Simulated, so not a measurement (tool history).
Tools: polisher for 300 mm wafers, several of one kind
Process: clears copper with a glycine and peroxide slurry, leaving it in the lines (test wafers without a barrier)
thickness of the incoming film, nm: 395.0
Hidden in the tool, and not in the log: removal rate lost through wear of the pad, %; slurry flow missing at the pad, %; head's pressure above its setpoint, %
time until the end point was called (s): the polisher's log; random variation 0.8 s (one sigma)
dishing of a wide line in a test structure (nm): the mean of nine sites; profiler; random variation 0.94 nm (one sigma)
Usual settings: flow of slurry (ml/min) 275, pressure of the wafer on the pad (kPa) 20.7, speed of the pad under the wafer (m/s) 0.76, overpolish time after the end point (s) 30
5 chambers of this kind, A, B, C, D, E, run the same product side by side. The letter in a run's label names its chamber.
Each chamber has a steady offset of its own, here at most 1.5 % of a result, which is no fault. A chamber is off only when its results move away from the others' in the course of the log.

run   hour  flow of slurry (ml/min)  pressure of the wafer on the pad (kPa)  speed of the pad under the wafer (m/s)  overpolish time after the end point (s)  wafers polished on this pad  hours since the slurry nozzle was cleaned  hours since the head pressure was calibrated  time until the end point was called (s)  dishing of a wide line in a test structure (nm)
 1B    5.3                      275                                    20.7                                    0.76                                       30                          231                                      146.4                                         128.8                                   98.463                                           71.184
 2D   10.7                      275                                    20.7                                    0.76                                       30                          608                                      165.3                                         205.1                                   99.595                                           68.816
      11.6  -- chamber D: worn pad replaced by a new one
 3C   17.5                      275                                    20.7                                    0.76                                       30                          461                                      116.0                                          41.9                                   99.291                                           68.309
 4A   24.0                      275                                    20.7                                    0.76                                       30                          262                                      636.5                                        1187.2                                   97.875                                           69.962
 5E   27.6                      275                                    20.7                                    0.92                                       30                          825                                      243.2                                         685.2                                   83.487                                           76.393
      29.7  -- chamber E: worn pad replaced by a new one
 6E   33.6                      275                                    20.7                                    0.92                                       30                           25                                      249.2                                         691.2                                   83.264                                           75.651
 7D   39.5                      275                                    20.7                                    0.92                                       30                          180                                      194.1                                         233.9                                   84.858                                           74.606
 8A   44.1                      275                                    20.7                                    0.92                                       30                          392                                      656.6                                        1207.3                                   84.745                                           76.338
 9B   48.7                      275                                    20.7                                    0.92                                       30                          511                                      189.8                                         172.2                                   84.393                                           77.740
10C   52.2                      275                                    20.7                                    0.68                                       30                          684                                      150.7                                          76.6                                  107.590                                           64.715
      55.7  -- chamber C: worn pad replaced by a new one
11C   58.6                      275                                    20.7                                    0.68                                       30                           18                                      157.1                                          83.0                                  105.590                                           66.007
12E   64.2                      275                                    20.7                                    0.68                                       30                          222                                      279.8                                         721.8                                  105.990                                           66.285
13A   68.6                      275                                    20.7                                    0.68                                       30                          550                                      681.1                                        1231.8                                  107.220                                           65.445
14D   75.7                      275                                    20.7                                    0.68                                       30                          413                                      230.3                                         270.1                                  109.270                                           65.273
15B   80.7                      275                                    20.7                                    0.76                                       30                          717                                      221.8                                         204.2                                   99.907                                           67.083
16C   84.1                      230                                    26.9                                    0.76                                       30                          183                                      182.6                                         108.5                                   80.056                                           81.273
      86.8  -- chamber A: worn pad replaced by a new one
17B   89.3                      230                                    26.9                                    0.76                                       30                          773                                      230.4                                         212.8                                   83.575                                           81.479
18E   96.3                      230                                    26.9                                    0.76                                       30                          429                                      311.9                                         753.9                                   79.011                                           79.980
19A  102.5                      230                                    26.9                                    0.76                                       30                          101                                      715.0                                        1265.7                                   80.569                                           80.173
     106.8  -- chamber D: worn pad replaced by a new one
20D  107.3                      230                                    26.9                                    0.76                                       30                            3                                      261.9                                         301.7                                   83.431                                           81.298
21A  112.2                      275                                    20.7                                    0.76                                       30                          163                                      724.7                                        1275.4                                   96.233                                           71.899
22D  117.8                      275                                    14.5                                    0.76                                       44                           71                                      272.4                                         312.2                                  129.660                                           70.935
23B  123.2                      275                                    14.5                                    0.76                                       44                          991                                      264.3                                         246.7                                  135.860                                           71.248
24E  129.0                      275                                    14.5                                    0.76                                       44                          640                                      344.6                                         786.6                                  129.210                                           72.373
25C  134.5                      275                                    14.5                                    0.76                                       44                          508                                      233.0                                         158.9                                  130.000                                           71.607
     136.0  -- chamber D: slurry nozzle cleaned
26A  141.3                      275                                    14.5                                    0.76                                       44                          351                                      753.8                                        1304.5                                  127.330                                           72.101
     146.4  -- chamber E: slurry nozzle cleaned
27C  147.1                      275                                    20.7                                    0.76                                       30                          589                                      245.6                                         171.5                                   97.079                                           69.360
28D  152.3                      275                                    25.5                                    0.76                                       30                          293                                       16.4                                         346.7                                   83.243                                           81.298
29B  155.9                      275                                    25.5                                    0.76                                       30                         1202                                      297.0                                         279.4                                   88.173                                           78.026
30E  160.4                      275                                    25.5                                    0.76                                       30                          843                                       14.0                                         818.0                                   83.022                                           79.847
31D  164.9                      275                                    25.5                                    0.76                                       30                          375                                       29.0                                         359.3                                   84.246                                           80.374
     165.5  -- chamber C: worn pad replaced by a new one
32A  169.6                      275                                    25.5                                    0.76                                       30                          533                                      782.1                                        1332.8                                   83.130                                           80.151
33E  176.1                      275                                    20.7                                    0.76                                       30                          944                                       29.7                                         833.7                                   97.282                                           67.463
     179.8  -- chamber A: worn pad replaced by a new one
34C  181.7                      275                                    20.7                                    0.76                                       30                          105                                      280.2                                         206.1                                   99.312                                           69.833
35B  186.1                      275                                    20.7                                    0.76                                       30                         1397                                      327.2                                         309.6                                  106.050                                           66.155
36E  190.4                      275                                    20.7                                    0.76                                       30                         1036                                       44.0                                         848.0                                   96.728                                           71.038
37D  197.2                      275                                    20.7                                    0.76                                       30                          583                                       61.3                                         391.6                                   99.628                                           68.182
     197.4  -- chamber D: worn pad replaced by a new one
38C  201.4                      275                                    20.7                                    0.76                                       30                          232                                      299.9                                         225.8                                   98.961                                           69.795
39B  208.5                      275                                    20.7                                    0.76                                       30                         1541                                      349.6                                         332.0                                  106.740                                           65.372
40A  214.8                      275                                    20.7                                    0.76                                       30                          225                                      827.3                                        1378.0                                   96.783                                           69.972
     216.6  -- chamber A: head pressure recalibrated
     218.2  -- chamber A: slurry nozzle cleaned
41B  218.9                      275                                    20.7                                    0.76                                       30                         1608                                      360.0                                         342.4                                  107.850                                           65.496
42D  225.0                      275                                    20.7                                    0.76                                       30                          178                                       89.1                                         419.4                                   98.597                                           69.629
43A  229.7                      275                                    20.7                                    0.76                                       30                          321                                       11.5                                          13.2                                   98.586                                           67.509
44C  236.1                      275                                    20.7                                    0.76                                       30                          455                                      334.6                                         260.5                                   98.150                                           70.436

Next, every chamber runs the same settings. What will each give?
45A  241.4                      275                                    20.7                                    1.00                                       30                                                                                                                                                              ?                                                ?
45B  241.4                      275                                    20.7                                    1.00                                       30                                                                                                                                                              ?                                                ?
45C  241.4                      275                                    20.7                                    1.00                                       30                                                                                                                                                              ?                                                ?
45D  241.4                      275                                    20.7                                    1.00                                       30                                                                                                                                                              ?                                                ?
45E  241.4                      275                                    20.7                                    1.00                                       30                                                                                                                                                              ?                                                ?

run  time until the end point was called (s)  dishing of a wide line in a test structure (nm)
45A                                   77.781                                           77.224
45B                                   87.159                                           74.223
45C                                   79.260                                           80.817
45D                                   80.073                                           79.860
45E                                   78.350                                           79.696
